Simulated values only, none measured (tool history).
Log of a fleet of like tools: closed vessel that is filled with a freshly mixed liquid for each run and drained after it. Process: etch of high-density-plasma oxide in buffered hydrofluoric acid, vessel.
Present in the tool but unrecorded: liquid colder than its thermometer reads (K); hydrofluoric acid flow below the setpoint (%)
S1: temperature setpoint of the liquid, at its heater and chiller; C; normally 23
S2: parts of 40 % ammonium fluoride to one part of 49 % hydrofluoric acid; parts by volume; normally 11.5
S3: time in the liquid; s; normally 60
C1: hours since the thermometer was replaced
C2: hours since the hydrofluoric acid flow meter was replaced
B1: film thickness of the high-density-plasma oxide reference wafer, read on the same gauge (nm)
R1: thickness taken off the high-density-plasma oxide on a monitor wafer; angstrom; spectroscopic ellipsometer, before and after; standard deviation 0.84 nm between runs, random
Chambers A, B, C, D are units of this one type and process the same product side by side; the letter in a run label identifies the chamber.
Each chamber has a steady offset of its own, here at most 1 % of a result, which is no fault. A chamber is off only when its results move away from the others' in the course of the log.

{"run": "1C", "hour": 10.0, "S1": 23, "S2": 11.5, "S3": 60, "C1": 1567.4, "C2": 565.3, "B1": 29.996, "R1": 946.38}
{"run": "2D", "hour": 18.8, "S1": 23, "S2": 11.5, "S3": 60, "C1": 1982.8, "C2": 556.1, "B1": 29.975, "R1": 929.28}
{"run": "3A", "hour": 28.5, "S1": 23, "S2": 11.5, "S3": 60, "C1": 65.7, "C2": 635.9, "B1": 29.958, "R1": 932.6}
{"run": "4B", "hour": 36.0, "S1": 23, "S2": 11.5, "S3": 60, "C1": 1495.1, "C2": 886.8, "B1": 30.004, "R1": 916.74}
{"run": "5D", "hour": 49.4, "S1": 23, "S2": 11.5, "S3": 60, "C1": 2013.4, "C2": 586.7, "B1": 29.973, "R1": 927.11}
{"run": "6A", "hour": 57.2, "S1": 23, "S2": 11.5, "S3": 60, "C1": 94.4, "C2": 664.6, "B1": 30.017, "R1": 928.94}
{"run": "7C", "hour": 71.2, "S1": 23, "S2": 11.5, "S3": 60, "C1": 1628.6, "C2": 626.5, "B1": 30.023, "R1": 932.24}
{"run": "8B", "hour": 81.1, "S1": 23, "S2": 11.5, "S3": 60, "C1": 1540.2, "C2": 931.9, "B1": 29.959, "R1": 932.14}
{"run": "9C", "hour": 94.8, "S1": 23, "S2": 11.5, "S3": 60, "C1": 1652.2, "C2": 650.1, "B1": 30.02, "R1": 946.79}
{"run": "10B", "hour": 108.4, "S1": 23, "S2": 11.5, "S3": 60, "C1": 1567.5, "C2": 959.2, "B1": 30.022, "R1": 928.09}
{"run": "11A", "hour": 115.5, "S1": 23, "S2": 11.5, "S3": 60, "C1": 152.7, "C2": 722.9, "B1": 29.998, "R1": 936.2}
{"run": "12D", "hour": 127.3, "S1": 23, "S2": 11.5, "S3": 60, "C1": 2091.3, "C2": 664.6, "B1": 30.009, "R1": 902.73}
{"hour": 130.0, "done": "chamber C: hydrofluoric acid flow meter replaced"}
{"hour": 135.9, "done": "chamber A: hydrofluoric acid flow meter replaced"}
{"run": "13D", "hour": 137.0, "S1": 23, "S2": 11.5, "S3": 60, "C1": 2101, "C2": 674.3, "B1": 30.004, "R1": 902.62}
{"run": "14C", "hour": 144.1, "S1": 23, "S2": 11.5, "S3": 60, "C1": 1701.5, "C2": 14.1, "B1": 30.012, "R1": 937.94}
{"run": "15B", "hour": 151.2, "S1": 23, "S2": 11.5, "S3": 60, "C1": 1610.3, "C2": 1002, "B1": 29.995, "R1": 940.24}
{"run": "16A", "hour": 158.7, "S1": 23, "S2": 11.5, "S3": 60, "C1": 195.9, "C2": 22.8, "B1": 30.015, "R1": 938.36}
{"run": "17D", "hour": 172.9, "S1": 23, "S2": 9.5, "S3": 90, "C1": 2136.9, "C2": 710.2, "B1": 29.97, "R1": 1609.4}
{"run": "18A", "hour": 184.5, "S1": 23, "S2": 9.5, "S3": 90, "C1": 221.7, "C2": 48.6, "B1": 29.999, "R1": 1644.5}
{"run": "19C", "hour": 198.7, "S1": 23, "S2": 9.5, "S3": 90, "C1": 1756.1, "C2": 68.7, "B1": 30.029, "R1": 1691.6}
{"run": "20B", "hour": 205.9, "S1": 23, "S2": 9.5, "S3": 90, "C1": 1665, "C2": 1056.7, "B1": 29.96, "R1": 1643.3}
{"run": "21B", "hour": 216.8, "S1": 23, "S2": 11.5, "S3": 60, "C1": 1675.9, "C2": 1067.6, "B1": 30.031, "R1": 934.47}
{"run": "22A", "hour": 229.2, "S1": 23, "S2": 11.5, "S3": 60, "C1": 266.4, "C2": 93.3, "B1": 29.957, "R1": 943.17}
{"run": "23D", "hour": 239.4, "S1": 23, "S2": 11.5, "S3": 60, "C1": 2203.4, "C2": 776.7, "B1": 30.02, "R1": 873.12}
{"run": "24C", "hour": 248.3, "S1": 23, "S2": 11.5, "S3": 60, "C1": 1805.7, "C2": 118.3, "B1": 29.948, "R1": 929.51}
{"hour": 252.5, "done": "chamber D: thermometer replaced"}
{"run": "25D", "hour": 259.5, "S1": 23, "S2": 11.5, "S3": 60, "C1": 7, "C2": 796.8, "B1": 29.971, "R1": 854.28}
{"run": "26A", "hour": 272.0, "S1": 23, "S2": 11.5, "S3": 60, "C1": 309.2, "C2": 136.1, "B1": 30.024, "R1": 940.52}
{"run": "27C", "hour": 280.4, "S1": 23, "S2": 11.5, "S3": 60, "C1": 1837.8, "C2": 150.4, "B1": 29.998, "R1": 942.19}
{"run": "28B", "hour": 290.3, "S1": 23, "S2": 11.5, "S3": 60, "C1": 1749.4, "C2": 1141.1, "B1": 30.009, "R1": 939.62}

For the next run the whole fleet of 4 chambers uses the same settings. Give each chamber's results:
{"run": "29A", "hour": 300.9, "S1": 23, "S2": 11.5, "S3": 60, "R1": "?"}
{"run": "29B", "hour": 300.9, "S1": 23, "S2": 11.5, "S3": 60, "R1": "?"}
{"run": "29C", "hour": 300.9, "S1": 23, "S2": 11.5, "S3": 60, "R1": "?"}
{"run": "29D", "hour": 300.9, "S1": 23, "S2": 11.5, "S3": 60, "R1": "?"}

run=29A R1=936.82
run=29B R1=930.48
run=29C R1=944.41
run=29D R1=858.82
